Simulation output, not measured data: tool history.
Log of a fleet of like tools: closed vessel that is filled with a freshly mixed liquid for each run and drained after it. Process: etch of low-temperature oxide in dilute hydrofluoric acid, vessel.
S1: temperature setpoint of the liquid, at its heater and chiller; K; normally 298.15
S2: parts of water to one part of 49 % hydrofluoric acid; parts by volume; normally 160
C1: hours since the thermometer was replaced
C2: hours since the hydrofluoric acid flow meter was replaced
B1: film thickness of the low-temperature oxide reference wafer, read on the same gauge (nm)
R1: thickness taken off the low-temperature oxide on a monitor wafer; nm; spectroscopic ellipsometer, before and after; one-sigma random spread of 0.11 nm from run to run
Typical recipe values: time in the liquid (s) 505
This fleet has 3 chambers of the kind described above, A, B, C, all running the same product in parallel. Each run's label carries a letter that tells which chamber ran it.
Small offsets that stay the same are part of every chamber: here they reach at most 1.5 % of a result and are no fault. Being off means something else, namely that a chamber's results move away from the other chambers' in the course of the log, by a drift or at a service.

{"run": "1A", "hour": 9.7, "S1": 298.15, "S2": 160, "time in the liquid (s)": 505, "C1": 171.8, "C2": 1996, "B1": 139.98, "R1": 36.872}
{"run": "2C", "hour": 17.1, "S1": 298.15, "S2": 160, "time in the liquid (s)": 505, "C1": 311.4, "C2": 123.5, "B1": 139.99, "R1": 35.981}
{"run": "3B", "hour": 22.5, "S1": 298.15, "S2": 160, "time in the liquid (s)": 505, "C1": 2416, "C2": 495, "B1": 140, "R1": 36.652}
{"run": "4B", "hour": 30.4, "S1": 298.15, "S2": 160, "time in the liquid (s)": 505, "C1": 2423.9, "C2": 502.9, "B1": 140.06, "R1": 36.695}
{"run": "5A", "hour": 35.9, "S1": 302.65, "S2": 160, "time in the liquid (s)": 505, "C1": 198, "C2": 2022.2, "B1": 140, "R1": 43.588}
{"run": "6C", "hour": 47.2, "S1": 302.65, "S2": 160, "time in the liquid (s)": 505, "C1": 341.5, "C2": 153.6, "B1": 140.05, "R1": 42.363}
{"run": "7B", "hour": 53.8, "S1": 302.65, "S2": 160, "time in the liquid (s)": 505, "C1": 2447.3, "C2": 526.3, "B1": 140.02, "R1": 43.264}
{"run": "8A", "hour": 65.0, "S1": 298.15, "S2": 160, "time in the liquid (s)": 505, "C1": 227.1, "C2": 2051.3, "B1": 140.02, "R1": 36.682}
{"run": "9C", "hour": 75.4, "S1": 298.15, "S2": 160, "time in the liquid (s)": 505, "C1": 369.7, "C2": 181.8, "B1": 139.96, "R1": 35.888}
{"run": "10C", "hour": 81.5, "S1": 298.15, "S2": 160, "time in the liquid (s)": 505, "C1": 375.8, "C2": 187.9, "B1": 139.99, "R1": 36.049}
{"run": "11B", "hour": 89.3, "S1": 298.15, "S2": 160, "time in the liquid (s)": 505, "C1": 2482.8, "C2": 561.8, "B1": 140.03, "R1": 36.751}
{"run": "12A", "hour": 96.8, "S1": 298.15, "S2": 160, "time in the liquid (s)": 505, "C1": 258.9, "C2": 2083.1, "B1": 139.95, "R1": 36.861}
{"run": "13C", "hour": 106.4, "S1": 298.15, "S2": 160, "time in the liquid (s)": 505, "C1": 400.7, "C2": 212.8, "B1": 140.01, "R1": 36.19}
{"run": "14B", "hour": 112.7, "S1": 294.65, "S2": 160, "time in the liquid (s)": 340, "C1": 2506.2, "C2": 585.2, "B1": 139.97, "R1": 21.495}
{"run": "15A", "hour": 120.0, "S1": 294.65, "S2": 160, "time in the liquid (s)": 340, "C1": 282.1, "C2": 2106.3, "B1": 140.03, "R1": 21.795}
{"run": "16B", "hour": 131.7, "S1": 294.65, "S2": 160, "time in the liquid (s)": 340, "C1": 2525.2, "C2": 604.2, "B1": 139.97, "R1": 21.632}
{"run": "17C", "hour": 137.7, "S1": 294.65, "S2": 160, "time in the liquid (s)": 505, "C1": 432, "C2": 244.1, "B1": 140, "R1": 31.716}
{"run": "18A", "hour": 147.5, "S1": 294.65, "S2": 160, "time in the liquid (s)": 505, "C1": 309.6, "C2": 2133.8, "B1": 140.03, "R1": 32.279}
{"run": "19C", "hour": 158.5, "S1": 294.65, "S2": 160, "time in the liquid (s)": 505, "C1": 452.8, "C2": 264.9, "B1": 139.99, "R1": 31.545}
{"run": "20A", "hour": 167.5, "S1": 298.15, "S2": 160, "time in the liquid (s)": 505, "C1": 329.6, "C2": 2153.8, "B1": 140, "R1": 36.79}
{"run": "21B", "hour": 178.3, "S1": 298.15, "S2": 160, "time in the liquid (s)": 505, "C1": 2571.8, "C2": 650.8, "B1": 140.01, "R1": 36.767}
{"run": "22A", "hour": 187.0, "S1": 298.15, "S2": 160, "time in the liquid (s)": 505, "C1": 349.1, "C2": 2173.3, "B1": 139.98, "R1": 36.867}
{"run": "23C", "hour": 196.4, "S1": 298.15, "S2": 160, "time in the liquid (s)": 505, "C1": 490.7, "C2": 302.8, "B1": 140.01, "R1": 36.127}

All chambers now run identical settings, listed one chamber a line with results as question marks. What results will each chamber show?
{"run": "24A", "hour": 204.8, "S1": 298.15, "S2": 160, "time in the liquid (s)": 260, "R1": "?"}
{"run": "24B", "hour": 204.8, "S1": 298.15, "S2": 160, "time in the liquid (s)": 260, "R1": "?"}
{"run": "24C", "hour": 204.8, "S1": 298.15, "S2": 160, "time in the liquid (s)": 260, "R1": "?"}

run=24A R1=19.038
run=24B R1=18.832
run=24C R1=18.482
